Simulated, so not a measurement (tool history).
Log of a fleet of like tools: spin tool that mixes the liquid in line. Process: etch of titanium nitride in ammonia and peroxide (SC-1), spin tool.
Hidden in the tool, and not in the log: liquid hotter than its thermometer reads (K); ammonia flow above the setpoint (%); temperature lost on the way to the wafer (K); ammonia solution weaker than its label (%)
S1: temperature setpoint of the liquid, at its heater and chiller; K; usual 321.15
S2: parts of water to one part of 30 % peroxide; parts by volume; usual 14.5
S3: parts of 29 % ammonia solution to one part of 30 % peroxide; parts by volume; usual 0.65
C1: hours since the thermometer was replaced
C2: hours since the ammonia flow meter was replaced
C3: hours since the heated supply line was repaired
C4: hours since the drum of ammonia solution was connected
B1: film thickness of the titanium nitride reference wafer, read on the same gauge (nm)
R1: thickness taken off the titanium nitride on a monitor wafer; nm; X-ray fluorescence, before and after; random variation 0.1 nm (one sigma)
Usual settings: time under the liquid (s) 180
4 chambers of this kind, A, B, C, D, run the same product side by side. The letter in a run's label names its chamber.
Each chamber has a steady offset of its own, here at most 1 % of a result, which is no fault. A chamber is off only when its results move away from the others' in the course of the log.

Run 1C, day 0.254: usual settings; C1 82.9; C2 87.1; C3 2175.9; C4 199.3; B1 30.004. Result: R1 10.4450 nm.
Run 2B, day 0.517: usual settings; C1 1608.5; C2 645.1; C3 543.1; C4 348.7; B1 30.003. Result: R1 10.4790 nm.
Run 3A, day 0.692: usual settings; C1 1162.7; C2 649.1; C3 132.3; C4 629.3; B1 29.996. Result: R1 10.7380 nm.
Run 4D, day 0.958: usual settings; C1 926.7; C2 1563.1; C3 1411.1; C4 105.7; B1 29.977. Result: R1 10.6400 nm.
Run 5A, day 1.288: usual settings but S1 325.65 K, time under the liquid (s) 110; C1 1177.0; C2 663.4; C3 146.6; C4 643.6; B1 29.997. Result: R1 8.9540 nm.
Run 6B, day 1.554: usual settings but S1 325.65 K, time under the liquid (s) 110; C1 1633.4; C2 670.0; C3 568.0; C4 373.6; B1 30.013. Result: R1 8.8938 nm.
Run 7C, day 1.783: usual settings but S1 325.65 K, time under the liquid (s) 110; C1 119.6; C2 123.8; C3 2212.6; C4 236.0; B1 29.987. Result: R1 8.9556 nm.
Run 8D, day 1.946: usual settings but S1 325.65 K, time under the liquid (s) 110; C1 950.4; C2 1586.8; C3 1434.8; C4 129.4; B1 30.001. Result: R1 8.9178 nm.
Run 9C, day 2.296: usual settings; C1 131.9; C2 136.1; C3 2224.9; C4 248.3; B1 30.007. Result: R1 10.5120 nm.
Run 10A, day 2.654: usual settings but time under the liquid (s) 245; C1 1209.8; C2 696.2; C3 179.4; C4 676.4; B1 29.989. Result: R1 14.4710 nm.
Run 11D, day 2.992: usual settings but time under the liquid (s) 245; C1 975.5; C2 1611.9; C3 1459.9; C4 154.5; B1 29.987. Result: R1 14.2300 nm.
Run 12B, day 3.150: usual settings but time under the liquid (s) 245; C1 1671.7; C2 708.3; C3 606.3; C4 411.9; B1 29.978. Result: R1 14.1490 nm.
Run 13A, day 3.433: usual settings but time under the liquid (s) 245; C1 1228.5; C2 714.9; C3 198.1; C4 695.1; B1 30.003. Result: R1 14.2810 nm.
Run 14D, day 3.733: usual settings but S3 0.90 parts by volume, time under the liquid (s) 225; C1 993.3; C2 1629.7; C3 1477.7; C4 172.3; B1 30.007. Result: R1 13.9720 nm.
Run 15B, day 3.979: usual settings but S3 0.90 parts by volume, time under the liquid (s) 225; C1 1691.6; C2 728.2; C3 626.2; C4 431.8; B1 29.987. Result: R1 14.1170 nm.
Run 16C, day 4.200: usual settings but S3 0.90 parts by volume, time under the liquid (s) 225; C1 177.6; C2 181.8; C3 2270.6; C4 294.0; B1 30.012. Result: R1 13.8920 nm.
At day 4.421: chamber B: heated supply line repaired.
Run 17D, day 4.558: usual settings but S3 0.90 parts by volume, time under the liquid (s) 225; C1 1013.1; C2 1649.5; C3 1497.5; C4 192.1; B1 29.973. Result: R1 13.9990 nm.
Run 18B, day 4.788: usual settings; C1 1711.0; C2 747.6; C3 8.9; C4 451.2; B1 29.994. Result: R1 11.0690 nm.
Run 19C, day 5.117: usual settings; C1 199.6; C2 203.8; C3 2292.6; C4 316.0; B1 29.997. Result: R1 10.5230 nm.
At day 5.175: chamber A: thermometer replaced.
Run 20A, day 5.367: usual settings but S1 329.15 K; C1 4.7; C2 761.3; C3 244.5; C4 741.5; B1 29.983. Result: R1 18.4490 nm.
Run 21B, day 5.554: usual settings but S1 329.15 K; C1 1729.4; C2 766.0; C3 27.3; C4 469.6; B1 30.003. Result: R1 19.6440 nm.
Run 22C, day 5.850: usual settings but S1 329.15 K; C1 217.2; C2 221.4; C3 2310.2; C4 333.6; B1 30.009. Result: R1 18.2820 nm.
Run 23A, day 6.054: usual settings but S1 329.15 K; C1 21.2; C2 777.8; C3 261.0; C4 758.0; B1 29.971. Result: R1 18.2090 nm.
Run 24D, day 6.408: usual settings; C1 1057.5; C2 1693.9; C3 1541.9; C4 236.5; B1 30.011. Result: R1 10.6920 nm.
Run 25D, day 6.675: usual settings; C1 1063.9; C2 1700.3; C3 1548.3; C4 242.9; B1 30.024. Result: R1 10.5880 nm.
Run 26A, day 6.833: usual settings; C1 39.9; C2 796.5; C3 279.7; C4 776.7; B1 30.018. Result: R1 10.5670 nm.
Run 27C, day 7.167: usual settings; C1 248.8; C2 253.0; C3 2341.8; C4 365.2; B1 29.967. Result: R1 10.5060 nm.
Run 28B, day 7.371: usual settings; C1 1773.0; C2 809.6; C3 70.9; C4 513.2; B1 30.011. Result: R1 11.9260 nm.
Run 29C, day 7.562: usual settings but time under the liquid (s) 215; C1 258.3; C2 262.5; C3 2351.3; C4 374.7; B1 30.005. Result: R1 12.3030 nm.

All 4 chambers run these settings next. Forecast each chamber's results:
Run 30A, day 7.821: usual settings. Result: R1 ?.
Run 30B, day 7.821: usual settings. Result: R1 ?.
Run 30C, day 7.821: usual settings. Result: R1 ?.
Run 30D, day 7.821: usual settings. Result: R1 ?.

run       R1
30A  10.5120
30B  11.8920
30C  10.4440
30D  10.4760

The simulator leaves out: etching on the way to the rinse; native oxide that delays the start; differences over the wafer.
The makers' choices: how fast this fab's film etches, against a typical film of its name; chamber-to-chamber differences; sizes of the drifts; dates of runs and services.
